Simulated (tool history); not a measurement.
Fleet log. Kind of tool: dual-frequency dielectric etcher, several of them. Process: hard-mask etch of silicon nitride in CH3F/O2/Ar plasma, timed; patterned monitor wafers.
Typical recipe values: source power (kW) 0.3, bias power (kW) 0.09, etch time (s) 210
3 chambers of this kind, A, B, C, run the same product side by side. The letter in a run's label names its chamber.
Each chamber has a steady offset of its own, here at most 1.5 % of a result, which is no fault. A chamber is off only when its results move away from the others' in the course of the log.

run	hour	source power (kW)	bias power (kW)	etch time (s)	hours since the last wet clean	hours since the last source power generator calibration	hours since the last bias power generator calibration	read-back reference wafer on the same gauge, depth_nm	mean etch depth across the wafer (angstrom)
1A	9.7	0.3	0.09	210	335	2802.9	1075.3	136.84	1426.5
2B	17	0.3	0.09	210	83.8	1594.5	2531.7	137	1419.4
3C	24.6	0.3	0.09	210	333.9	3347.8	1025.3	136.86	1440.3
4B	30.9	0.3	0.09	210	97.7	1608.4	2545.6	136.8	1421.8
5A	35.6	0.3	0.09	210	360.9	2828.8	1101.2	137.01	1444.8
6C	45.6	0.3	0.09	210	354.9	3368.8	1046.3	136.94	1443.2
7B	51.7	0.3	0.09	210	118.5	1629.2	2566.4	136.77	1420.9
8C	57	0.3	0.09	210	366.3	3380.2	1057.7	137.03	1459.5
9A	61.9	0.3	0.09	210	387.2	2855.1	1127.5	137.02	1462.8
10C	68.1	0.3	0.09	210	377.4	3391.3	1068.8	137.03	1447.1
11A	75.5	0.3	0.09	210	400.8	2868.7	1141.1	137.11	1444.5
# hour 85.1: chamber A: source power generator calibrated
12B	85.8	0.3	0.09	210	152.6	1663.3	2600.5	136.86	1434.7
# hour 90: chamber A: wet clean of the chamber
13B	96.2	0.3	0.09	210	163	1673.7	2610.9	137.24	1414.8
14A	104.5	0.3	0.09	210	14.6	19.5	1170.1	137.08	1491.9
15C	113.1	0.3	0.09	210	422.4	3436.3	1113.8	137.19	1449.8
16C	117.6	0.3	0.09	210	426.9	3440.8	1118.3	137.16	1463.6
# hour 120.2: chamber B: bias power generator calibrated
17A	127.7	0.3	0.09	210	37.8	42.7	1193.3	136.97	1493.9
18B	137	0.3	0.09	210	203.8	1714.5	16.9	136.82	1429.8
19A	143.6	0.3	0.09	210	53.7	58.6	1209.2	137.1	1496.7
20C	151.5	0.3	0.09	210	460.8	3474.7	1152.2	137.19	1470.5
21B	157.8	0.3	0.09	210	224.6	1735.3	37.7	137.03	1423.6
22A	164.1	0.34	0.09	180.5	74.2	79.1	1229.7	136.96	1342

Decide between three cases: one chamber stands off from its peers, the gauge reading all wafers drifts, or nothing is wrong past each chamber's small offset. Where a chamber is off, say which and what most likely put it there.

After it was serviced, chamber A no longer matches the other chambers.
What lies behind it: etch rate over this chamber's usual, % = 3.97.

Which of the 4 candidates below, each the usual settings with something changed and its results left as question marks, puts chamber A back in line with what the other chambers give on the usual settings?
In line means no further than this from the other chambers' mean on the usual settings: mean etch depth across the wafer (angstrom) 29
23A-1	171.5	0.29	0.089	197					?
23A-2	171.5	0.3	0.09	218					?
23A-3	171.5	0.31	0.09	224					?
23A-4	171.5	0.3	0.089	203					?

On the usual settings, the other chambers give on average: mean etch depth across the wafer (angstrom) 1438.8
run	mean etch depth across the wafer (angstrom)
23A-1	1379.6
23A-2	1552.3
23A-3	1614.7
23A-4	1439.7
The right change is 23A-4: it brings the chamber back within the allowed miss of the others.
